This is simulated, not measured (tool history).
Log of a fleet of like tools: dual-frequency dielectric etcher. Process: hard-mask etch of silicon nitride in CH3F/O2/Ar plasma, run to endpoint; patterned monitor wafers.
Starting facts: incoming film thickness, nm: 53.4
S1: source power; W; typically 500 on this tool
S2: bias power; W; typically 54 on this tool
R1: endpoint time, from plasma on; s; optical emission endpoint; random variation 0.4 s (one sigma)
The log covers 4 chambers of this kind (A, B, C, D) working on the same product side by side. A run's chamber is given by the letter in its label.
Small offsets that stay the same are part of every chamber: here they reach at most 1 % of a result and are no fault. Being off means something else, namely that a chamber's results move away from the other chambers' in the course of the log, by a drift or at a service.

run	hour	S1	S2	R1
1D	8.1	500	54	77.959
2C	18.4	500	54	77.597
3B	28.2	500	54	78.432
4A	32.9	500	54	77.773
5D	39.1	500	54	78.339
# hour 41.4: chamber A: wet clean of the chamber
6C	44.3	500	54	77.892
7A	49.5	500	54	77.65
8B	55.6	500	54	78.684
9C	61.7	500	54	77.411
# hour 65.1: chamber C: wet clean of the chamber
10A	72.4	500	54	77.779
11B	79.2	500	54	78.535
12D	86.9	390	44	91.548
13B	95.7	390	44	92.928
14C	101.1	390	44	94.749
15A	109.6	390	44	91.401
16D	120.1	500	54	78.187
17D	129.1	550	54	74.511
18C	136.2	550	54	77.874
19A	143.3	550	54	74.846
20B	151.1	550	54	76.004
21B	157.8	500	54	78.94
22A	168.1	500	54	78.041
23D	177.7	500	54	78.695
24C	185.6	500	54	80.306

Is one chamber out of step, is the gauge drifting, or do the chambers differ by no more than their own small offsets? For an off chamber, give its letter and the likeliest cause.

A service on chamber C put it out of line with the rest.
Cause: etch rate under this chamber's usual, % = 3.35.

Here are 4 candidates for chamber C's next run, each the usual settings with a change, their results left as question marks. Which one brings its results back in line with what the others give on the usual settings?
A result is in line if it is within this distance of the other chambers' mean on the usual settings: R1 1.4 s
25C-1	193.4	480	52	?
25C-2	193.4	500	65	?
25C-3	193.4	420	54	?
25C-4	193.4	500	59	?

What the other chambers average on the usual settings: R1 78.149 s
run	R1
25C-1	82.64
25C-2	75.768
25C-3	86.033
25C-4	78.175
25C-4 puts the chamber back in line with the other chambers.
